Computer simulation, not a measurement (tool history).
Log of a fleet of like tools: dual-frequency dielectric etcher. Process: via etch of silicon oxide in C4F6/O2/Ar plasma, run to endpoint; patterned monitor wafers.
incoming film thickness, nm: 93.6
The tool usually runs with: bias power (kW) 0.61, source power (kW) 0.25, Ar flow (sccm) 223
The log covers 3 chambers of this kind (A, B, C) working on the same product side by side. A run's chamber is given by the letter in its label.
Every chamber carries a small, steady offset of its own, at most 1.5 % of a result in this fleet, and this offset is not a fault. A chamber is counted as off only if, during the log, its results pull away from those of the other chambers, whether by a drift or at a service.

run   hour  bias power (kW)  source power (kW)  Ar flow (sccm)  endpoint time (s)
 1A    3.9             0.61               0.25             223             21.895
 2C    6.7             0.61               0.25             223             22.058
 3B   10.3             0.61               0.25             223             22.195
 4C   14.5             0.61               0.25             223              21.76
 5A   16.9             0.61               0.25             223             22.036
 6B   19.3             0.61               0.25             223             22.241
 7C   23.4            0.734               0.25             261             20.672
 8A   25.2            0.734               0.25             261              21.02
 9B   28.9            0.734               0.25             261             21.007
10A   31.8             0.61               0.25             223             22.042
11B   34.1             0.61               0.28             223             21.324
      36.8  -- chamber C: wet clean of the chamber
12C   38.3             0.61               0.28             223             21.059
13C   41.1             0.61               0.28             223             20.879
14B   45.2             0.61               0.25             277             22.874
      46.1  -- chamber B: wet clean of the chamber
15A     48             0.61               0.25             277              22.67
16B   50.9             0.61               0.25             277             22.589
17A   54.1             0.61               0.25             223              22.25
18C   57.7             0.61               0.25             223             21.967
19C   61.5             0.61               0.25             223             21.919
20B   65.2             0.61               0.25             223             22.165
21A   68.7             0.61               0.25             223             22.063
22A     71             0.61               0.25             223             22.066
23B     74             0.53               0.27             223              22.98
24C   76.3             0.53               0.27             223              22.55
25C   79.4             0.53               0.27             223             22.282
26A   81.7             0.61               0.25             223             22.086
27B   84.4             0.61               0.25             223             22.181
28B   86.8             0.61               0.25             223             22.227
29A     91             0.61               0.25             203             21.833
30C   93.8             0.61               0.25             203             21.676
31A   97.3             0.61               0.25             203             22.047
32B   99.9             0.61               0.25             223              22.13
33C  102.5             0.61               0.25             223             21.904
34A  105.9             0.61               0.25             223             22.124

What goes on in this fleet: one chamber off, a drifting gauge, or nothing beyond the chambers' own small offsets? Name the chamber and the cause, if any.

All chambers stay in line apart from their small fixed offsets, and the gauge does not drift.

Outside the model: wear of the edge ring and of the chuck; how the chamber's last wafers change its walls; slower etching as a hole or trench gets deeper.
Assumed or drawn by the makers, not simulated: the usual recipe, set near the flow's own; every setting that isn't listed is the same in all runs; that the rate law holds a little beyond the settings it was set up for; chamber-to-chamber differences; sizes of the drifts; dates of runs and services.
